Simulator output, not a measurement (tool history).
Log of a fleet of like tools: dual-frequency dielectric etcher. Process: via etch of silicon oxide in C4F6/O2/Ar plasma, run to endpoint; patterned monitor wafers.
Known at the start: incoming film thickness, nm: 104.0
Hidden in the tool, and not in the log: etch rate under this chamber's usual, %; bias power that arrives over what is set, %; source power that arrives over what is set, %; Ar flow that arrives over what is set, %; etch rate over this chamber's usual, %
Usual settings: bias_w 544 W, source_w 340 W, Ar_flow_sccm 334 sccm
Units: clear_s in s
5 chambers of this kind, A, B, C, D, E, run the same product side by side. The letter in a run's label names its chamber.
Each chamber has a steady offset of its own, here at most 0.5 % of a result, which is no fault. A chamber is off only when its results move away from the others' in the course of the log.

| run | day | bias_w | source_w | Ar_flow_sccm | hours since the last wet clean | hours since the last bias power generator calibration | hours since the last source power generator calibration | hours since the last Ar flow controller change | clear_s |
|---|---|---|---|---|---|---|---|---|---|
| 1A | 0.188 | 544 | 340 | 334 | 220.4 | 2354.4 | 1145.8 | 111.2 | 23.968 |
| 2C | 0.450 | 544 | 340 | 334 | 249.6 | 1341.7 | 2342.7 | 245.1 | 23.912 |
| 3B | 0.725 | 544 | 340 | 334 | 160.8 | 169.1 | 839.9 | 612.6 | 23.853 |
| 4E | 0.975 | 544 | 340 | 334 | 325.5 | 2439.0 | 1618.9 | 757.1 | 23.832 |
| 5D | 1.179 | 544 | 340 | 334 | 518.8 | 1829.5 | 2099.6 | 1311.4 | 23.957 |
| 6C | 1.404 | 544 | 340 | 334 | 272.5 | 1364.6 | 2365.6 | 268.0 | 23.841 |
| 7D | 1.550 | 544 | 340 | 334 | 527.7 | 1838.4 | 2108.5 | 1320.3 | 23.851 |
|  | 1.754 | chamber E: bias power generator calibrated |
| 8E | 1.754 | 544 | 340 | 334 | 344.2 | 0.0 | 1637.6 | 775.8 | 23.608 |
|  | 1.979 | chamber D: wet clean of the chamber |
| 9B | 1.988 | 544 | 340 | 334 | 191.1 | 199.4 | 870.2 | 642.9 | 23.755 |
| 10A | 2.175 | 544 | 340 | 334 | 268.1 | 2402.1 | 1193.5 | 158.9 | 24.042 |
| 11C | 2.362 | 470 | 340 | 277 | 295.5 | 1387.6 | 2388.6 | 291.0 | 24.664 |
| 12A | 2.554 | 470 | 340 | 277 | 277.2 | 2411.2 | 1202.6 | 168.0 | 24.622 |
| 13B | 2.779 | 470 | 340 | 277 | 210.1 | 218.4 | 889.2 | 661.9 | 24.654 |
| 14E | 2.938 | 470 | 340 | 277 | 372.6 | 28.4 | 1666.0 | 804.2 | 24.711 |
| 15D | 3.212 | 470 | 340 | 277 | 29.6 | 1878.3 | 2148.4 | 1360.2 | 24.695 |
| 16D | 3.358 | 544 | 340 | 334 | 33.1 | 1881.8 | 2151.9 | 1363.7 | 23.916 |
| 17B | 3.608 | 544 | 340 | 334 | 230.0 | 238.3 | 909.1 | 681.8 | 23.811 |
| 18E | 3.775 | 413 | 400 | 334 | 392.7 | 48.5 | 1686.1 | 824.3 | 24.673 |
| 19A | 4.050 | 413 | 400 | 334 | 313.1 | 2447.1 | 1238.5 | 203.9 | 24.883 |
|  | 4.254 | chamber A: wet clean of the chamber |
| 20C | 4.283 | 413 | 400 | 334 | 341.6 | 1433.7 | 2434.7 | 337.1 | 24.954 |
| 21B | 4.533 | 413 | 400 | 334 | 252.2 | 260.5 | 931.3 | 704.0 | 25.204 |
| 22D | 4.788 | 413 | 400 | 334 | 67.4 | 1916.1 | 2186.2 | 1398.0 | 25.023 |
|  | 4.804 | chamber E: wet clean of the chamber |
| 23E | 5.050 | 544 | 340 | 334 | 6.0 | 79.1 | 1716.7 | 854.9 | 23.954 |
| 24A | 5.333 | 544 | 340 | 334 | 26.0 | 2477.9 | 1269.3 | 234.7 | 25.125 |
| 25C | 5.483 | 413 | 340 | 334 | 370.4 | 1462.5 | 2463.5 | 365.9 | 26.480 |
| 26E | 5.650 | 413 | 340 | 334 | 20.4 | 93.5 | 1731.1 | 869.3 | 26.439 |
| 27D | 5.879 | 413 | 340 | 334 | 93.6 | 1942.3 | 2212.4 | 1424.2 | 26.576 |
| 28B | 6.017 | 413 | 340 | 334 | 287.8 | 296.1 | 966.9 | 739.6 | 26.773 |
| 29A | 6.221 | 413 | 340 | 334 | 47.3 | 2499.2 | 1290.6 | 256.0 | 27.824 |
| 30C | 6.358 | 544 | 290 | 334 | 391.4 | 1483.5 | 2484.5 | 386.9 | 25.452 |
| 31B | 6.629 | 544 | 290 | 334 | 302.5 | 310.8 | 981.6 | 754.3 | 25.487 |

What goes on in this fleet: one chamber off, a drifting gauge, or nothing beyond the chambers' own small offsets? Name the chamber and the cause, if any.

A service left chamber A off against the others.
Cause: etch rate under this chamber's usual, % = 5.22.

Here are 4 candidates for chamber A's next run, each the usual settings with a change, their results left as question marks. Which one brings its results back in line with what the others give on the usual settings?
In line means no further than this from the other chambers' mean on the usual settings: clear_s 0.340 s
| 32A-1 | 6.838 | 544 | 390 | 317 |  |  |  |  | ? |
| 32A-2 | 6.838 | 544 | 430 | 305 |  |  |  |  | ? |
| 32A-3 | 6.838 | 544 | 260 | 334 |  |  |  |  | ? |
| 32A-4 | 6.838 | 505 | 320 | 341 |  |  |  |  | ? |

The other chambers' mean on the usual settings: clear_s 23.912 s
| run | clear_s |
|---|---|
| 32A-1 | 23.821 |
| 32A-2 | 22.879 |
| 32A-3 | 27.828 |
| 32A-4 | 26.575 |
32A-1 brings the chamber back in line.

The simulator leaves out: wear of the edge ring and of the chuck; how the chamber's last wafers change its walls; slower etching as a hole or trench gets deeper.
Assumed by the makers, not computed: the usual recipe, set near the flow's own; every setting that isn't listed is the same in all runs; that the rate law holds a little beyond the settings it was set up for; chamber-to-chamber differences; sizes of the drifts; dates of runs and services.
